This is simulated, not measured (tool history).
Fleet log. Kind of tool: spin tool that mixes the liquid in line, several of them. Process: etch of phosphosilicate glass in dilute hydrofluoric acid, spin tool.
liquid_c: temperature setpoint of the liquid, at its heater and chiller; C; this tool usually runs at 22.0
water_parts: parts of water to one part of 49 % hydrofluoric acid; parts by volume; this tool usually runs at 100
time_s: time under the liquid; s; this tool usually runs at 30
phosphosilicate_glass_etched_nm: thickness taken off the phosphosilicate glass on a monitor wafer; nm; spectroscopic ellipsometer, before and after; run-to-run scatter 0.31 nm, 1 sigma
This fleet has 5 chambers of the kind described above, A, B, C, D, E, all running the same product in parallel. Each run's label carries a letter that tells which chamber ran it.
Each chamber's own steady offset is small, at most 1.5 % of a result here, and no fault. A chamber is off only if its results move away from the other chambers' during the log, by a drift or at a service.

| run | hour | liquid_c | water_parts | time_s | hours since the thermometer was replaced | hours since the hydrofluoric acid flow meter was replaced | read-back film thickness of the phosphosilicate glass reference wafer, read on the same gauge (nm) | phosphosilicate_glass_etched_nm |
|---|---|---|---|---|---|---|---|---|
| 1A | 8.6 | 22.0 | 100 | 30 | 666.7 | 1192.2 | 120.00 | 42.701 |
| 2E | 15.3 | 22.0 | 100 | 30 | 983.6 | 1002.9 | 119.97 | 42.867 |
| 3C | 24.4 | 22.0 | 100 | 30 | 704.3 | 727.4 | 120.03 | 42.204 |
| 4D | 30.3 | 22.0 | 100 | 30 | 530.8 | 308.5 | 119.99 | 42.490 |
| 5B | 35.5 | 22.0 | 100 | 30 | 652.0 | 272.1 | 120.00 | 42.933 |
| 6A | 43.8 | 22.0 | 100 | 30 | 701.9 | 1227.4 | 119.99 | 42.808 |
| 7E | 48.8 | 22.0 | 100 | 30 | 1017.1 | 1036.4 | 119.99 | 42.920 |
| 8B | 60.2 | 22.0 | 100 | 30 | 676.7 | 296.8 | 120.02 | 42.493 |
| 9D | 69.2 | 22.0 | 100 | 30 | 569.7 | 347.4 | 119.98 | 42.348 |
| 10C | 80.2 | 22.0 | 100 | 30 | 760.1 | 783.2 | 119.99 | 42.486 |
| 11E | 87.8 | 22.0 | 100 | 30 | 1056.1 | 1075.4 | 120.01 | 43.721 |
| 12A | 95.1 | 22.0 | 100 | 30 | 753.2 | 1278.7 | 120.00 | 43.200 |
| 13D | 106.5 | 22.0 | 100 | 30 | 607.0 | 384.7 | 119.99 | 42.095 |
| 14B | 117.5 | 19.5 | 100 | 30 | 734.0 | 354.1 | 119.99 | 38.827 |
| 15C | 126.4 | 19.5 | 100 | 30 | 806.3 | 829.4 | 120.00 | 38.586 |
| 16B | 137.7 | 19.5 | 100 | 30 | 754.2 | 374.3 | 120.00 | 38.740 |
| 17D | 145.3 | 19.5 | 100 | 30 | 645.8 | 423.5 | 119.98 | 38.156 |
| 18C | 150.2 | 19.5 | 100 | 30 | 830.1 | 853.2 | 120.00 | 38.598 |
| 19A | 156.5 | 22.0 | 100 | 30 | 814.6 | 1340.1 | 119.98 | 42.565 |
| 20E | 161.7 | 22.0 | 100 | 30 | 1130.0 | 1149.3 | 119.99 | 43.226 |
| 21C | 171.6 | 22.0 | 100 | 30 | 851.5 | 874.6 | 119.97 | 42.910 |
| 22E | 178.8 | 22.0 | 100 | 30 | 1147.1 | 1166.4 | 119.99 | 43.213 |
| 23A | 184.5 | 22.0 | 100 | 30 | 842.6 | 1368.1 | 120.02 | 43.280 |
| 24B | 190.2 | 22.0 | 100 | 30 | 806.7 | 426.8 | 120.00 | 42.878 |
| 25D | 199.9 | 22.0 | 100 | 30 | 700.4 | 478.1 | 120.02 | 42.812 |
| 26E | 208.5 | 22.0 | 140 | 20 | 1176.8 | 1196.1 | 119.98 | 19.760 |
| 27D | 216.7 | 22.0 | 140 | 20 | 717.2 | 494.9 | 120.00 | 19.135 |
|  | 223.0 | chamber E: hydrofluoric acid flow meter replaced |
| 28C | 224.7 | 22.0 | 140 | 20 | 904.6 | 927.7 | 120.01 | 19.519 |
| 29A | 233.7 | 22.0 | 140 | 20 | 891.8 | 1417.3 | 120.01 | 19.608 |
| 30B | 244.7 | 22.0 | 140 | 20 | 861.2 | 481.3 | 120.01 | 19.803 |
| 31C | 252.1 | 22.0 | 100 | 30 | 932.0 | 955.1 | 119.97 | 42.749 |
| 32E | 259.2 | 22.0 | 100 | 30 | 1227.5 | 36.3 | 120.00 | 43.630 |
| 33A | 266.5 | 22.0 | 100 | 30 | 924.6 | 1450.1 | 120.01 | 42.900 |
|  | 267.9 | chamber D: thermometer replaced |
| 34B | 277.4 | 22.0 | 100 | 30 | 893.9 | 514.0 | 119.99 | 42.717 |
| 35D | 286.9 | 22.0 | 100 | 30 | 19.1 | 565.1 | 119.96 | 42.608 |
| 36E | 296.3 | 22.0 | 100 | 30 | 1264.6 | 73.4 | 119.99 | 43.939 |
| 37A | 302.5 | 22.0 | 60 | 45 | 960.6 | 1486.1 | 119.98 | 113.830 |
| 38D | 310.0 | 22.0 | 60 | 45 | 42.2 | 588.2 | 119.99 | 110.050 |
| 39B | 319.7 | 22.0 | 60 | 45 | 936.2 | 556.3 | 120.01 | 111.650 |

Is one chamber off against the others, does the gauge drift, or is nothing wrong? If a chamber is off, say which, and what the likeliest cause is.

The fleet is healthy, with each chamber sitting at its usual small offset and no drift in the gauge.
